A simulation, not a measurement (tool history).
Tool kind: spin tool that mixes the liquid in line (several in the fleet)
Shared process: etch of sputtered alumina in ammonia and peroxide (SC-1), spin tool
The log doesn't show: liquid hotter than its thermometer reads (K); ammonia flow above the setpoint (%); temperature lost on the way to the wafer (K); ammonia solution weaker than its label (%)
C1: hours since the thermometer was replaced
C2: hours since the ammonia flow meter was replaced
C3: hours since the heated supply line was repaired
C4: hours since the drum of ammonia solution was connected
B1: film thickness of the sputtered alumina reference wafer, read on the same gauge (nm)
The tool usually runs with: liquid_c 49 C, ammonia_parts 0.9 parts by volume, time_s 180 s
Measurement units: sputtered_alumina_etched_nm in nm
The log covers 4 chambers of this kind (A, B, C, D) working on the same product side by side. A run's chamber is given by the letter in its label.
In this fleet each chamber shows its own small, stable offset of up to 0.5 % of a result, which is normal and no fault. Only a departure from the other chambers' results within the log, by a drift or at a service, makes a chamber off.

run 1B hour=10.7 | liquid_c=49 ammonia_parts=0.9 time_s=180 | C1=173.7 C2=775.7 C3=2169.3 C4=185.1 | B1=29.997 | sputtered_alumina_etched_nm=6.6955
run 2A hour=17.8 | liquid_c=49 ammonia_parts=0.9 time_s=180 | C1=745.1 C2=225.6 C3=1881.0 C4=528.1 | B1=30.021 | sputtered_alumina_etched_nm=6.7127
run 3C hour=27.3 | liquid_c=49 ammonia_parts=0.9 time_s=180 | C1=585.0 C2=279.9 C3=1129.5 C4=376.8 | B1=30.015 | sputtered_alumina_etched_nm=6.6711
run 4D hour=37.2 | liquid_c=49 ammonia_parts=0.9 time_s=180 | C1=542.3 C2=391.3 C3=1137.4 C4=501.6 | B1=29.984 | sputtered_alumina_etched_nm=6.6521
run 5A hour=47.3 | liquid_c=49 ammonia_parts=0.9 time_s=180 | C1=774.6 C2=255.1 C3=1910.5 C4=557.6 | B1=29.986 | sputtered_alumina_etched_nm=6.6631
-- hour=49.9 chamber C: new drum of ammonia solution connected
run 6C hour=57.0 | liquid_c=49 ammonia_parts=0.9 time_s=180 | C1=614.7 C2=309.6 C3=1159.2 C4=7.2 | B1=30.024 | sputtered_alumina_etched_nm=6.6239
run 7B hour=66.3 | liquid_c=49 ammonia_parts=0.9 time_s=180 | C1=229.3 C2=831.3 C3=2224.9 C4=240.7 | B1=30.014 | sputtered_alumina_etched_nm=6.6409
run 8D hour=74.4 | liquid_c=49 ammonia_parts=0.9 time_s=180 | C1=579.5 C2=428.5 C3=1174.6 C4=538.8 | B1=29.984 | sputtered_alumina_etched_nm=6.6845
run 9B hour=80.9 | liquid_c=49 ammonia_parts=0.5 time_s=180 | C1=243.9 C2=845.9 C3=2239.5 C4=255.3 | B1=29.996 | sputtered_alumina_etched_nm=6.3319
run 10C hour=86.1 | liquid_c=49 ammonia_parts=0.5 time_s=180 | C1=643.8 C2=338.7 C3=1188.3 C4=36.3 | B1=29.981 | sputtered_alumina_etched_nm=6.2942
run 11A hour=91.4 | liquid_c=49 ammonia_parts=0.5 time_s=180 | C1=818.7 C2=299.2 C3=1954.6 C4=601.7 | B1=30.003 | sputtered_alumina_etched_nm=6.3705
run 12D hour=99.1 | liquid_c=49 ammonia_parts=0.5 time_s=180 | C1=604.2 C2=453.2 C3=1199.3 C4=563.5 | B1=29.962 | sputtered_alumina_etched_nm=6.2789
run 13A hour=104.9 | liquid_c=49 ammonia_parts=0.9 time_s=180 | C1=832.2 C2=312.7 C3=1968.1 C4=615.2 | B1=30.008 | sputtered_alumina_etched_nm=6.6952
run 14B hour=114.8 | liquid_c=49 ammonia_parts=0.9 time_s=180 | C1=277.8 C2=879.8 C3=2273.4 C4=289.2 | B1=30.014 | sputtered_alumina_etched_nm=6.6754
run 15C hour=126.2 | liquid_c=49 ammonia_parts=0.9 time_s=180 | C1=683.9 C2=378.8 C3=1228.4 C4=76.4 | B1=30.004 | sputtered_alumina_etched_nm=6.6668
run 16D hour=135.9 | liquid_c=49 ammonia_parts=0.9 time_s=180 | C1=641.0 C2=490.0 C3=1236.1 C4=600.3 | B1=30.004 | sputtered_alumina_etched_nm=6.6637
run 17D hour=141.9 | liquid_c=49 ammonia_parts=0.9 time_s=180 | C1=647.0 C2=496.0 C3=1242.1 C4=606.3 | B1=29.987 | sputtered_alumina_etched_nm=6.6184
run 18B hour=151.8 | liquid_c=49 ammonia_parts=0.9 time_s=180 | C1=314.8 C2=916.8 C3=2310.4 C4=326.2 | B1=30.010 | sputtered_alumina_etched_nm=6.6210
run 19C hour=162.7 | liquid_c=49 ammonia_parts=0.9 time_s=180 | C1=720.4 C2=415.3 C3=1264.9 C4=112.9 | B1=30.005 | sputtered_alumina_etched_nm=6.6349
run 20A hour=170.7 | liquid_c=49 ammonia_parts=0.9 time_s=180 | C1=898.0 C2=378.5 C3=2033.9 C4=681.0 | B1=30.003 | sputtered_alumina_etched_nm=6.6859
run 21A hour=177.9 | liquid_c=49 ammonia_parts=0.9 time_s=180 | C1=905.2 C2=385.7 C3=2041.1 C4=688.2 | B1=29.996 | sputtered_alumina_etched_nm=6.6715
-- hour=183.7 chamber D: new drum of ammonia solution connected
run 22D hour=183.7 | liquid_c=49 ammonia_parts=0.9 time_s=180 | C1=688.8 C2=537.8 C3=1283.9 C4=0.1 | B1=29.991 | sputtered_alumina_etched_nm=6.6367
run 23B hour=191.2 | liquid_c=49 ammonia_parts=0.9 time_s=180 | C1=354.2 C2=956.2 C3=2349.8 C4=365.6 | B1=29.998 | sputtered_alumina_etched_nm=6.6600
run 24C hour=200.0 | liquid_c=49 ammonia_parts=0.9 time_s=180 | C1=757.7 C2=452.6 C3=1302.2 C4=150.2 | B1=29.988 | sputtered_alumina_etched_nm=6.6571
run 25D hour=205.7 | liquid_c=49 ammonia_parts=0.6 time_s=75 | C1=710.8 C2=559.8 C3=1305.9 C4=22.1 | B1=29.993 | sputtered_alumina_etched_nm=2.6880
-- hour=214.8 chamber A: ammonia flow meter replaced
run 26B hour=216.7 | liquid_c=49 ammonia_parts=0.6 time_s=75 | C1=379.7 C2=981.7 C3=2375.3 C4=391.1 | B1=29.977 | sputtered_alumina_etched_nm=2.6430
run 27A hour=225.5 | liquid_c=49 ammonia_parts=0.6 time_s=75 | C1=952.8 C2=10.8 C3=2088.7 C4=735.8 | B1=29.988 | sputtered_alumina_etched_nm=2.6918
run 28C hour=233.6 | liquid_c=49 ammonia_parts=0.6 time_s=75 | C1=791.3 C2=486.2 C3=1335.8 C4=183.8 | B1=29.999 | sputtered_alumina_etched_nm=2.6671
run 29D hour=245.5 | liquid_c=49 ammonia_parts=0.9 time_s=95 | C1=750.6 C2=599.6 C3=1345.7 C4=61.9 | B1=29.979 | sputtered_alumina_etched_nm=3.5299
run 30C hour=254.4 | liquid_c=49 ammonia_parts=0.9 time_s=95 | C1=812.1 C2=507.0 C3=1356.6 C4=204.6 | B1=30.011 | sputtered_alumina_etched_nm=3.5183

Next, every chamber runs the same settings. What will each give?
run 31A hour=262.8 | liquid_c=49 ammonia_parts=0.9 time_s=180 | sputtered_alumina_etched_nm=?
run 31B hour=262.8 | liquid_c=49 ammonia_parts=0.9 time_s=180 | sputtered_alumina_etched_nm=?
run 31C hour=262.8 | liquid_c=49 ammonia_parts=0.9 time_s=180 | sputtered_alumina_etched_nm=?
run 31D hour=262.8 | liquid_c=49 ammonia_parts=0.9 time_s=180 | sputtered_alumina_etched_nm=?

run=31A sputtered_alumina_etched_nm=6.7048
run=31B sputtered_alumina_etched_nm=6.6560
run=31C sputtered_alumina_etched_nm=6.6483
run=31D sputtered_alumina_etched_nm=6.6187
